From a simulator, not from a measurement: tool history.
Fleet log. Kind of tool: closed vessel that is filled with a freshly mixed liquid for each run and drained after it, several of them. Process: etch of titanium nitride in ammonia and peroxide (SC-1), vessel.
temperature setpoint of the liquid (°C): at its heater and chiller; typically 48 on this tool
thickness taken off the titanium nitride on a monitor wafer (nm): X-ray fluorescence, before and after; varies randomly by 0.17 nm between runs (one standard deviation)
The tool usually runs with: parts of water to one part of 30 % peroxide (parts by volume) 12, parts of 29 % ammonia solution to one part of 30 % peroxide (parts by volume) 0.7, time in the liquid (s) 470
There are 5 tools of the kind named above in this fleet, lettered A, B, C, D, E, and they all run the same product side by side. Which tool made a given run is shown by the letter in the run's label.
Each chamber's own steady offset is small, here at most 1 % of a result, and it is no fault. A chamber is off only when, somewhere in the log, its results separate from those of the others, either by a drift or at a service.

run	hour	temperature setpoint of the liquid (°C)	parts of water to one part of 30 % peroxide (parts by volume)	parts of 29 % ammonia solution to one part of 30 % peroxide (parts by volume)	time in the liquid (s)	hours since the thermometer was replaced	hours since the ammonia flow meter was replaced	hours since the drum of ammonia solution was connected	read-back film thickness of the titanium nitride reference wafer, read on the same gauge (nm)	thickness taken off the titanium nitride on a monitor wafer (nm)
1A	4.1	48	12	0.7	470	154.3	351.7	464.5	39.984	20.553
2B	7.4	48	12	0.7	470	295.1	58.2	485	39.99	20.882
3D	9.8	48	12	0.7	470	116.1	408.8	514.3	39.995	20.803
4E	13	48	12	0.7	470	204.4	777.3	246.9	39.985	20.581
5C	17.5	48	12	0.7	470	2041.9	707.4	257.1	39.997	20.929
6E	19.5	48	12	0.4	470	210.9	783.8	253.4	40.007	18.888
7C	23.3	48	12	0.4	470	2047.7	713.2	262.9	40.026	19
8D	26.5	48	12	0.4	470	132.8	425.5	531	39.974	18.879
9B	30.3	48	12	0.4	470	318	81.1	507.9	40.011	18.74
10A	34.3	48	12	0.4	470	184.5	381.9	494.7	39.967	18.736
11A	36.5	48	12	0.7	470	186.7	384.1	496.9	40.016	20.469
12E	39	48	12	0.7	470	230.4	803.3	272.9	40.011	20.615
# hour 41.3: chamber D: new drum of ammonia solution connected
13B	41.9	55.5	12	0.7	470	329.6	92.7	519.5	40.025	35.327
# hour 43.4: chamber E: new drum of ammonia solution connected
14C	44.7	55.5	12	0.7	470	2069.1	734.6	284.3	39.993	35.077
15D	47.6	55.5	12	0.7	470	153.9	446.6	6.3	40.018	36.896
16D	50.8	55.5	12	0.7	470	157.1	449.8	9.5	39.985	36.374
17E	54.6	55.5	12	0.7	470	246	818.9	11.3	39.997	34.933
18C	57.8	48	12	0.7	470	2082.2	747.7	297.4	40.002	20.651
19A	62.3	48	12	0.7	470	212.5	409.9	522.7	40.025	20.869
20B	65.8	45	12	0.7	470	353.5	116.6	543.4	39.974	16.798
21E	69	45	12	0.7	470	260.4	833.3	25.7	40.012	16.769
22C	73.6	45	12	0.7	470	2098	763.5	313.2	39.981	16.962
23A	77	45	12	0.7	470	227.2	424.6	537.4	40.006	17.023
24B	80.5	45	12	0.7	470	368.2	131.3	558.1	39.965	16.804
25D	84.5	48	12	0.7	470	190.8	483.5	43.2	39.967	22.959
26A	88.2	48	12	0.7	470	238.4	435.8	548.6	39.981	20.891
27D	90.4	48	12	0.7	470	196.7	489.4	49.1	39.986	22.758
28B	92.7	48	12	0.7	470	380.4	143.5	570.3	40.024	20.982
29C	95.9	48	12	0.7	470	2120.3	785.8	335.5	40.029	20.765
30E	99.2	48	12	0.7	470	290.6	863.5	55.9	40.014	20.85
31C	103.4	48	12	0.7	470	2127.8	793.3	343	39.981	20.995

For the next run the whole fleet of 5 chambers uses the same settings. Give each chamber's results:
32A	106.6	48	12	0.7	470					?
32B	106.6	48	12	0.7	470					?
32C	106.6	48	12	0.7	470					?
32D	106.6	48	12	0.7	470					?
32E	106.6	48	12	0.7	470					?

run	thickness taken off the titanium nitride on a monitor wafer (nm)
32A	21.015
32B	20.812
32C	21
32D	23.548
32E	20.905
